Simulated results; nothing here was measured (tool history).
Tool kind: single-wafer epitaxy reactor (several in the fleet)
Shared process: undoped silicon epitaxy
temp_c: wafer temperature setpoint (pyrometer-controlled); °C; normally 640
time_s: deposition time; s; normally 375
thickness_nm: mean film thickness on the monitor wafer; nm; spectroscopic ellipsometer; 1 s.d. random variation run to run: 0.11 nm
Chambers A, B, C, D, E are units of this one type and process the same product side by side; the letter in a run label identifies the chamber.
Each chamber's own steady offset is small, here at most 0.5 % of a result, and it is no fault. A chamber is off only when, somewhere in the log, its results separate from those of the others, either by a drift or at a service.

run,day,temp_c,time_s,hours since the last pyrometer calibration,"read-back reference wafer on the same gauge, thickness_nm",thickness_nm
1A,0.283,640,375,1568.6,40.567,50.736
2D,0.608,640,375,1359.1,40.595,50.491
3B,0.912,640,375,1566.5,40.592,50.395
4E,1.179,640,375,1748.5,40.579,50.536
5C,1.438,640,375,1931.1,40.585,50.658
6E,1.725,640,375,1761.6,40.575,50.650
# day 1.838: chamber A: pyrometer calibrated
7D,1.971,640,375,1391.8,40.593,50.497
8C,2.258,640,375,1950.8,40.588,50.676
9B,2.517,626,375,1605.0,40.578,36.830
10A,2.804,626,375,23.2,40.611,36.838
11B,3.083,626,375,1618.6,40.608,36.885
# day 3.288: chamber B: pyrometer calibrated
12A,3.292,626,375,34.9,40.584,36.964
13D,3.492,626,375,1428.3,40.589,36.885
14E,3.808,640,375,1811.6,40.598,50.720
15C,4.112,640,375,1995.3,40.612,50.541
16A,4.438,640,375,62.4,40.605,50.620
17D,4.688,640,375,1457.0,40.607,50.568
18C,4.979,640,375,2016.1,40.602,50.573
19B,5.229,640,375,46.6,40.590,51.699
20E,5.488,640,375,1851.9,40.601,50.392
21C,5.696,640,375,2033.3,40.585,50.678
22B,5.879,640,375,62.2,40.583,51.856
# day 5.921: chamber C: pyrometer calibrated
23A,6.112,640,375,102.6,40.612,50.717
24E,6.458,640,375,1875.2,40.588,50.586
25D,6.688,640,375,1505.0,40.572,50.709
26D,6.896,640,375,1510.0,40.606,50.536
27A,7.117,640,375,126.7,40.621,50.664
28B,7.458,640,375,100.1,40.593,51.763
29C,7.812,640,375,45.5,40.580,50.580
30E,8.050,640,375,1913.4,40.621,50.629
31D,8.383,640,375,1545.7,40.601,50.795
32C,8.667,640,375,66.0,40.596,50.634
33B,8.842,640,375,133.3,40.597,51.730

What goes on in this fleet: one chamber off, a drifting gauge, or nothing beyond the chambers' own small offsets? Name the chamber and the cause, if any.

A service on chamber B put it out of line with the rest.
What lies behind it: wafer temperature above the value expected at the setpoint (K) = 1.12.

Chamber B could run next with any of the 4 candidate recipes listed below; each alters the usual settings, and their results appear as question marks. Which one brings its results back in line with what the other chambers deliver on the usual settings?
A result is in line if it is within this distance of the other chambers' mean on the usual settings: thickness_nm 0.400 nm
34B-1,9.100,641,375,,,?
34B-2,9.100,640,361,,,?
34B-3,9.100,640,366,,,?
34B-4,9.100,640,389,,,?

The other chambers' mean on the usual settings: thickness_nm 50.565 nm
run,thickness_nm
34B-1,52.909
34B-2,49.830
34B-3,50.520
34B-4,53.695
The answer is 34B-3, which returns the chamber to within the allowed miss of the others.
